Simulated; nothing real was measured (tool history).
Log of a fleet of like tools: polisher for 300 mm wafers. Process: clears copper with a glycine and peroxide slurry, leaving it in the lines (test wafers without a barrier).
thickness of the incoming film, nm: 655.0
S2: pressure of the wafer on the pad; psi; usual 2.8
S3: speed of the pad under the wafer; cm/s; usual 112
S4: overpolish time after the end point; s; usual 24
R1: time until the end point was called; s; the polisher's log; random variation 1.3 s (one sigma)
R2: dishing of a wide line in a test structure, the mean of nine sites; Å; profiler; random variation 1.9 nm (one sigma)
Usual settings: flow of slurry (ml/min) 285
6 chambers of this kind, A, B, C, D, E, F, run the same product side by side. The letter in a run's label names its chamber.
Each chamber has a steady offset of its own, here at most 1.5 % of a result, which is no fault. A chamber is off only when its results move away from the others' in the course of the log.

-- hour=4.6 chamber E: slurry nozzle cleaned
run 1F hour=5 | flow_of_slurry_(ml/min)=285 S2=2.8 S3=112 S4=24 | R1=97.369 R2=948.35
run 2E hour=8.9 | flow_of_slurry_(ml/min)=285 S2=2.8 S3=112 S4=24 | R1=93.933 R2=945.27
run 3A hour=15.3 | flow_of_slurry_(ml/min)=285 S2=2.8 S3=112 S4=24 | R1=96.832 R2=928.01
-- hour=17.2 chamber B: worn pad replaced by a new one
run 4D hour=18.7 | flow_of_slurry_(ml/min)=285 S2=2.8 S3=112 S4=24 | R1=94.573 R2=924.2
run 5B hour=25 | flow_of_slurry_(ml/min)=285 S2=2.8 S3=112 S4=24 | R1=96.576 R2=928.56
run 6C hour=30.1 | flow_of_slurry_(ml/min)=285 S2=2.8 S3=112 S4=24 | R1=96.95 R2=910.06
run 7A hour=34.3 | flow_of_slurry_(ml/min)=285 S2=2.8 S3=112 S4=24 | R1=96.403 R2=956.55
run 8C hour=40.2 | flow_of_slurry_(ml/min)=285 S2=2.8 S3=112 S4=24 | R1=95.023 R2=946.68
run 9E hour=45.3 | flow_of_slurry_(ml/min)=285 S2=2.8 S3=112 S4=24 | R1=94.71 R2=919.92
run 10F hour=48.6 | flow_of_slurry_(ml/min)=285 S2=2.8 S3=112 S4=24 | R1=95.853 R2=950.21
-- hour=52.4 chamber D: worn pad replaced by a new one
run 11B hour=54.8 | flow_of_slurry_(ml/min)=285 S2=2.8 S3=112 S4=24 | R1=94.388 R2=900.45
run 12D hour=59.4 | flow_of_slurry_(ml/min)=285 S2=2.8 S3=112 S4=24 | R1=96.054 R2=920.72
run 13B hour=64.4 | flow_of_slurry_(ml/min)=285 S2=2.8 S3=112 S4=24 | R1=96.483 R2=869.88
-- hour=64.7 chamber C: worn pad replaced by a new one
run 14F hour=67.7 | flow_of_slurry_(ml/min)=285 S2=2.8 S3=112 S4=24 | R1=98.558 R2=915.8
run 15E hour=71.9 | flow_of_slurry_(ml/min)=285 S2=2.8 S3=112 S4=24 | R1=94.543 R2=889.06
-- hour=76.7 chamber A: worn pad replaced by a new one
run 16D hour=76.8 | flow_of_slurry_(ml/min)=285 S2=2.8 S3=112 S4=24 | R1=92.38 R2=911.5
-- hour=79.8 chamber B: worn pad replaced by a new one
run 17C hour=81 | flow_of_slurry_(ml/min)=285 S2=2.8 S3=112 S4=24 | R1=96.526 R2=896.82
run 18A hour=86 | flow_of_slurry_(ml/min)=285 S2=2.8 S3=112 S4=24 | R1=93.257 R2=952.62
run 19A hour=90.4 | flow_of_slurry_(ml/min)=285 S2=2.8 S3=112 S4=24 | R1=96.81 R2=918.64
-- hour=91.7 chamber E: worn pad replaced by a new one
run 20B hour=93.4 | flow_of_slurry_(ml/min)=285 S2=2.8 S3=112 S4=24 | R1=94.596 R2=910.31
run 21C hour=97.5 | flow_of_slurry_(ml/min)=285 S2=2.8 S3=112 S4=24 | R1=97.354 R2=933.38
run 22F hour=101.5 | flow_of_slurry_(ml/min)=285 S2=2.8 S3=112 S4=24 | R1=93.469 R2=913.29
-- hour=103.7 chamber A: slurry nozzle cleaned
run 23D hour=106.2 | flow_of_slurry_(ml/min)=285 S2=2.8 S3=112 S4=24 | R1=96.061 R2=890.87
run 24E hour=111.6 | flow_of_slurry_(ml/min)=285 S2=2.8 S3=112 S4=24 | R1=93.951 R2=917.5
run 25C hour=118 | flow_of_slurry_(ml/min)=285 S2=2.8 S3=150 S4=24 | R1=76.217 R2=1071.3
run 26D hour=122.3 | flow_of_slurry_(ml/min)=285 S2=2.8 S3=150 S4=24 | R1=73.695 R2=1079.8
-- hour=125.3 chamber F: worn pad replaced by a new one
run 27A hour=126.6 | flow_of_slurry_(ml/min)=285 S2=2.8 S3=150 S4=24 | R1=73.72 R2=1068.5
run 28B hour=132.4 | flow_of_slurry_(ml/min)=285 S2=2.8 S3=150 S4=24 | R1=72.601 R2=1051.3
run 29E hour=135.4 | flow_of_slurry_(ml/min)=285 S2=2.8 S3=150 S4=24 | R1=73.778 R2=1054.2
-- hour=138.2 chamber C: slurry nozzle cleaned
run 30F hour=139.7 | flow_of_slurry_(ml/min)=285 S2=2.8 S3=150 S4=24 | R1=73.708 R2=1076.1
run 31B hour=143.7 | flow_of_slurry_(ml/min)=285 S2=2.8 S3=112 S4=24 | R1=94.517 R2=907.53
-- hour=144.9 chamber B: worn pad replaced by a new one
-- hour=145.7 chamber D: worn pad replaced by a new one
run 32C hour=147 | flow_of_slurry_(ml/min)=285 S2=2.8 S3=112 S4=24 | R1=96.829 R2=921.29
run 33D hour=150.5 | flow_of_slurry_(ml/min)=285 S2=2.8 S3=112 S4=24 | R1=95.65 R2=899.27
run 34E hour=154 | flow_of_slurry_(ml/min)=285 S2=2.8 S3=112 S4=24 | R1=93.274 R2=931.49
run 35A hour=160 | flow_of_slurry_(ml/min)=285 S2=3.1 S3=112 S4=37 | R1=88.146 R2=1210
run 36F hour=165.6 | flow_of_slurry_(ml/min)=285 S2=3.1 S3=112 S4=37 | R1=87.964 R2=1298.7
run 37B hour=168.7 | flow_of_slurry_(ml/min)=285 S2=3.1 S3=112 S4=37 | R1=88.531 R2=1205.8
run 38C hour=174 | flow_of_slurry_(ml/min)=285 S2=3.1 S3=112 S4=37 | R1=86.134 R2=1271.4
run 39F hour=177.5 | flow_of_slurry_(ml/min)=285 S2=3.1 S3=112 S4=37 | R1=86.834 R2=1278.1
run 40A hour=180.6 | flow_of_slurry_(ml/min)=285 S2=3.1 S3=112 S4=37 | R1=87.475 R2=1271.8
-- hour=183.5 chamber E: worn pad replaced by a new one
run 41E hour=186.4 | flow_of_slurry_(ml/min)=285 S2=2.8 S3=112 S4=24 | R1=93.644 R2=916.4
run 42D hour=191 | flow_of_slurry_(ml/min)=285 S2=2.8 S3=112 S4=24 | R1=93.569 R2=914.22

All 6 chambers run these settings next. Forecast each chamber's results:
run 43A hour=195.9 | flow_of_slurry_(ml/min)=285 S2=2.8 S3=112 S4=24 | R1=? R2=?
run 43B hour=195.9 | flow_of_slurry_(ml/min)=285 S2=2.8 S3=112 S4=24 | R1=? R2=?
run 43C hour=195.9 | flow_of_slurry_(ml/min)=285 S2=2.8 S3=112 S4=24 | R1=? R2=?
run 43D hour=195.9 | flow_of_slurry_(ml/min)=285 S2=2.8 S3=112 S4=24 | R1=? R2=?
run 43E hour=195.9 | flow_of_slurry_(ml/min)=285 S2=2.8 S3=112 S4=24 | R1=? R2=?
run 43F hour=195.9 | flow_of_slurry_(ml/min)=285 S2=2.8 S3=112 S4=24 | R1=? R2=?

run=43A R1=97.376 R2=959.67
run=43B R1=95.946 R2=910.88
run=43C R1=94.511 R2=955.94
run=43D R1=94.349 R2=918.49
run=43E R1=96.017 R2=946.53
run=43F R1=97.615 R2=926.14

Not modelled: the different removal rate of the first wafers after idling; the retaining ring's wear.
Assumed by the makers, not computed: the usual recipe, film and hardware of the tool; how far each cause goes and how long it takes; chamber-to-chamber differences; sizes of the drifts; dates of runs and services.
